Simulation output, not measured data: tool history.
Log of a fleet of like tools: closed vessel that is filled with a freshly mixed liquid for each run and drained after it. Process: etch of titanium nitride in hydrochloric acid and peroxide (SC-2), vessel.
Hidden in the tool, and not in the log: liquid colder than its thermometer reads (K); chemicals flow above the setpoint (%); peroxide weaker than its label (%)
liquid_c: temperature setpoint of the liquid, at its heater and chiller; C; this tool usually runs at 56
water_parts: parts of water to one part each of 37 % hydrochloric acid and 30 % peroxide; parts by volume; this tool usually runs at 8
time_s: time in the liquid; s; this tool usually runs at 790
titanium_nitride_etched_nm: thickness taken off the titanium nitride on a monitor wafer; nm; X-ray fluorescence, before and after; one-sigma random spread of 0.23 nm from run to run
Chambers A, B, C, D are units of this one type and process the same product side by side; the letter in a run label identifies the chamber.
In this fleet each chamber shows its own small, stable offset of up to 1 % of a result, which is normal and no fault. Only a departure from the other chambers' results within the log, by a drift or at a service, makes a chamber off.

run   hour  liquid_c  water_parts  time_s  hours since the thermometer was replaced  hours since the chemicals flow meter was replaced  hours since the drum of peroxide was connected  read-back film thickness of the titanium nitride reference wafer, read on the same gauge (nm)  titanium_nitride_etched_nm
 1A    9.6        56            8     790                                       222                                             1821.4                                           132.6                                                                                         49.993                      26.747
 2B   22.3        56            8     790                                     345.6                                              299.4                                           662.5                                                                                         49.996                      26.864
 3D     30        56            8     790                                    1063.9                                                904                                           606.4                                                                                         50.005                      26.788
 4C   37.4        56            8     790                                      53.1                                              177.6                                            76.4                                                                                         50.016                      26.754
 5A   47.1      61.5            8     945                                     259.5                                             1858.9                                           170.1                                                                                         49.956                       45.34
 6B   55.1      61.5            8     945                                     378.4                                              332.2                                           695.3                                                                                         50.013                      45.358
 7C   62.3      61.5            8     945                                        78                                              202.5                                           101.3                                                                                         50.002                      45.192
 8D   68.8      61.5            8     945                                    1102.7                                              942.8                                           645.2                                                                                         50.037                      44.958
 9A   74.9        56            8     790                                     287.3                                             1886.7                                           197.9                                                                                         49.994                       26.73
10C   83.1        56            8     790                                      98.8                                              223.3                                           122.1                                                                                         50.022                      26.724
11B   96.2        56            8     790                                     419.5                                              373.3                                           736.4                                                                                         50.041                      26.881
12D    105        56            8     790                                    1138.9                                                979                                           681.4                                                                                         50.008                      26.489
13A  114.5        56            8     790                                     326.9                                             1926.3                                           237.5                                                                                         50.045                       27.02
14B  124.4        56            8     790                                     447.7                                              401.5                                           764.6                                                                                         49.996                      26.783
15D  131.8        56            8     790                                    1165.7                                             1005.8                                           708.2                                                                                         50.029                      26.627
16C    143        56            8     790                                     158.7                                              283.2                                             182                                                                                         49.963                        26.6
17A  152.2        56            8     790                                     364.6                                               1964                                           275.2                                                                                         49.988                      26.771
18C  165.9        56            8     790                                     181.6                                              306.1                                           204.9                                                                                         49.992                      27.057
19D  174.5      62.5            8     790                                    1208.4                                             1048.5                                           750.9                                                                                         49.988                      40.088
20B  186.4      62.5            8     790                                     509.7                                              463.5                                           826.6                                                                                         50.003                      40.567
21D  199.2      62.5            8     790                                    1233.1                                             1073.2                                           775.6                                                                                         49.995                      39.987
22A    207      62.5            8     790                                     419.4                                             2018.8                                             330                                                                                         49.981                       40.03
23C  219.2        56            8     790                                     234.9                                              359.4                                           258.2                                                                                         49.998                      27.037
24B  232.8        56            8     790                                     556.1                                              509.9                                             873                                                                                         50.013                      26.848
25C  245.9        56            8     790                                     261.6                                              386.1                                           284.9                                                                                         49.964                      26.671
26A  257.7        56            8     790                                     470.1                                             2069.5                                           380.7                                                                                          50.04                       26.73
27D    269        56            8     790                                    1302.9                                               1143                                           845.4                                                                                         49.989                      25.779
28B  281.4        63            8    1100                                     604.7                                              558.5                                           921.6                                                                                         50.007                      57.733
     284.9  -- chamber D: new drum of peroxide connected
29B  291.1        63            8    1100                                     614.4                                              568.2                                           931.3                                                                                         50.041                      57.984
30C  299.2        63            8    1100                                     314.9                                              439.4                                           338.2                                                                                         49.969                      57.382
31D  308.2        63            8    1100                                    1342.1                                             1182.2                                            23.3                                                                                         50.004                       55.32
32A  316.6        56            8     790                                       529                                             2128.4                                           439.6                                                                                         50.004                      26.777
33B  324.5      60.5            8     790                                     647.8                                              601.6                                           964.7                                                                                          50.01                      35.351
34D  337.8      60.5            8     790                                    1371.7                                             1211.8                                            52.9                                                                                         49.983                      33.593
35A  345.2      60.5            8     790                                     557.6                                               2157                                           468.2                                                                                         50.015                      35.407
36C  353.4      60.5            8     790                                     369.1                                              493.6                                           392.4                                                                                         50.004                       35.44
37B  365.6        56            8     790                                     688.9                                              642.7                                          1005.8                                                                                         49.998                      26.668

Read the log: is a single chamber off, either drifting away or since a service, is the gauge that measures every chamber drifting, or is nothing wrong beyond small per-chamber offsets? Name any odd chamber and what most likely caused it.

It is chamber D that slowly wanders off from its peers.
Cause: liquid colder than its thermometer reads (K) = 1.12.
The log may not tell that from: chemicals flow below the setpoint (%).

Chamber D could run next with any of the 4 candidate recipes listed below; each alters the usual settings, and their results appear as question marks. Which one brings its results back in line with what the other chambers deliver on the usual settings?
Counts as in line when no further than this from what the other chambers average on the usual settings: titanium_nitride_etched_nm 0.81 nm
38D-1  375.5        57            8     790                                                                                                                                                                                                                                                                       ?
38D-2  375.5        56            8     735                                                                                                                                                                                                                                                                       ?
38D-3  375.5      57.5          7.5     790                                                                                                                                                                                                                                                                       ?
38D-4  375.5        56          9.5     790                                                                                                                                                                                                                                                                       ?

The other chambers' mean on the usual settings: titanium_nitride_etched_nm 26.84 nm
  run  titanium_nitride_etched_nm
38D-1                      26.826
38D-2                      23.384
38D-3                      29.144
38D-4                      21.882
The right change is 38D-1: it brings the chamber back within the allowed miss of the others.

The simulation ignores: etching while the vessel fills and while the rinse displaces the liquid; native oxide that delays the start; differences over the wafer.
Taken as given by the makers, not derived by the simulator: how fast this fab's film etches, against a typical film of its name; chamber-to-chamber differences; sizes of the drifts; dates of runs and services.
